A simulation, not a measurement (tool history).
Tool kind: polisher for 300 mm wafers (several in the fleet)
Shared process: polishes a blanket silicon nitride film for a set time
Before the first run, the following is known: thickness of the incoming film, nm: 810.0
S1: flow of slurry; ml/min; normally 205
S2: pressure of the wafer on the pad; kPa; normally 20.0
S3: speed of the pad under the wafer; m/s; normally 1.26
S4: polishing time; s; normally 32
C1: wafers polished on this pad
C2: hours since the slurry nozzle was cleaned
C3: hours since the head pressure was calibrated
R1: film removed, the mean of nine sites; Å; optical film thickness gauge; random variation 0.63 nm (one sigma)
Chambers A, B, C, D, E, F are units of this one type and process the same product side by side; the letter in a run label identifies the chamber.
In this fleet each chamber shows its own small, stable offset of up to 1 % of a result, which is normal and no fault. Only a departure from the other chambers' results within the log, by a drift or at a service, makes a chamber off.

run,hour,S1,S2,S3,S4,C1,C2,C3,R1
1F,10.7,205,20.0,1.26,32,333,488.5,834.5,444.64
# hour 12.3: chamber E: worn pad replaced by a new one
# hour 16.0: chamber B: worn pad replaced by a new one
2C,19.2,205,20.0,1.26,32,779,25.6,181.5,452.24
3E,28.4,205,20.0,1.26,32,222,538.9,1388.8,439.34
# hour 34.4: chamber C: worn pad replaced by a new one
4D,34.8,205,20.0,1.26,32,707,337.3,470.5,440.08
# hour 41.0: chamber A: worn pad replaced by a new one
5A,47.3,205,20.0,1.26,32,87,65.7,197.3,453.62
# hour 47.7: chamber D: worn pad replaced by a new one
6B,55.4,205,20.0,1.26,32,541,273.2,464.2,443.71
7A,61.8,205,20.0,1.26,32,286,80.2,211.8,451.08
8E,67.6,205,20.0,1.26,32,760,578.1,1428.0,450.29
9F,75.5,205,20.0,1.26,32,1223,553.3,899.3,453.43
# hour 77.7: chamber F: worn pad replaced by a new one
10C,86.5,205,20.0,1.26,32,716,92.9,248.8,444.56
11D,97.3,205,20.0,1.26,32,682,399.8,533.0,433.56
# hour 103.4: chamber E: worn pad replaced by a new one
# hour 105.6: chamber D: worn pad replaced by a new one
12B,108.9,205,20.0,1.26,32,1276,326.7,517.7,437.41
# hour 110.1: chamber B: worn pad replaced by a new one
# hour 111.9: chamber C: worn pad replaced by a new one
# hour 117.1: chamber A: worn pad replaced by a new one
13A,119.2,205,20.0,1.26,32,30,137.6,269.2,453.85
14E,125.5,205,20.0,1.26,32,304,636.0,1485.9,456.78
15C,133.5,205,20.0,1.26,32,297,139.9,295.8,448.68
16F,144.9,205,20.0,1.26,32,922,622.7,968.7,475.09
# hour 150.4: chamber F: slurry nozzle cleaned
17B,150.8,205,20.0,1.26,32,559,368.6,559.6,449.81
# hour 154.5: chamber E: head pressure recalibrated
# hour 158.0: chamber F: worn pad replaced by a new one
18D,158.2,205,20.0,1.26,32,722,460.7,593.9,447.74
19D,167.0,205,20.0,1.26,32,843,469.5,602.7,432.20
20B,174.6,205,20.0,1.26,32,886,392.4,583.4,450.99
# hour 175.9: chamber D: worn pad replaced by a new one
# hour 176.8: chamber A: worn pad replaced by a new one
# hour 181.2: chamber C: worn pad replaced by a new one
# hour 184.7: chamber E: worn pad replaced by a new one
21A,186.9,205,20.0,1.26,32,138,205.3,336.9,443.33
# hour 189.0: chamber B: slurry nozzle cleaned
# hour 193.5: chamber B: worn pad replaced by a new one
22C,196.2,205,13.8,1.26,28,206,202.6,358.5,273.05
23E,205.4,205,13.8,1.26,28,285,715.9,50.9,268.02
24F,211.8,205,13.8,1.26,28,739,61.5,1035.6,288.22
25A,219.2,205,13.8,1.26,28,582,237.6,369.2,270.98
# hour 222.8: chamber C: head pressure recalibrated
26B,229.0,205,13.8,1.26,28,488,40.0,637.8,272.24
# hour 233.9: chamber A: worn pad replaced by a new one
# hour 238.0: chamber D: worn pad replaced by a new one
27E,241.5,205,13.8,1.26,28,781,752.0,87.0,264.87
# hour 246.5: chamber C: worn pad replaced by a new one
28F,249.9,205,20.0,1.26,32,1262,99.6,1073.7,487.38
# hour 255.8: chamber F: worn pad replaced by a new one
# hour 259.9: chamber E: worn pad replaced by a new one
29D,262.4,205,20.0,1.26,32,336,564.9,698.1,450.55
30C,272.9,205,20.0,1.26,32,362,279.3,50.1,455.85
# hour 276.5: chamber B: head pressure recalibrated
31D,278.9,205,20.0,1.26,32,562,581.4,714.6,438.88
# hour 284.4: chamber B: worn pad replaced by a new one
32F,284.6,205,20.0,1.26,32,396,134.3,1108.4,495.00
33B,292.0,205,20.0,1.26,32,104,103.0,15.6,460.16
34E,299.1,205,20.0,1.26,32,539,809.6,144.6,453.10
# hour 303.2: chamber A: worn pad replaced by a new one
35A,304.6,205,20.0,1.26,32,19,323.0,454.6,441.89
# hour 310.2: chamber C: worn pad replaced by a new one
36C,311.9,205,15.2,1.26,32,23,318.3,89.1,337.28
37E,320.7,205,15.2,1.26,32,836,831.2,166.2,335.70
38B,332.4,205,15.2,1.26,32,659,143.4,56.0,342.89

Decide between three cases: one chamber stands off from its peers, the gauge reading all wafers drifts, or nothing is wrong past each chamber's small offset. Where a chamber is off, say which and what most likely put it there.

One chamber, F, drifts off from the rest bit by bit.
Cause: head's pressure above its setpoint, % = 12.4.

Below are 4 candidate recipes for chamber F's next run, each the usual settings with a change, their results shown as question marks. Which of them brings F's results back in line with what the other chambers give on the usual settings?
In line means no further than this from the other chambers' mean on the usual settings: R1 22.00 Å
39F-1,341.6,205,20.0,1.06,32,,,,?
39F-2,341.6,205,20.0,1.34,34,,,,?
39F-3,341.6,205,20.0,1.32,32,,,,?
39F-4,341.6,205,20.0,1.20,32,,,,?

Usual-settings mean across the other chambers: R1 446.84 Å
run,R1
39F-1,436.31
39F-2,558.70
39F-3,519.57
39F-4,481.59
It is 39F-1 that realigns the chamber with its peers.
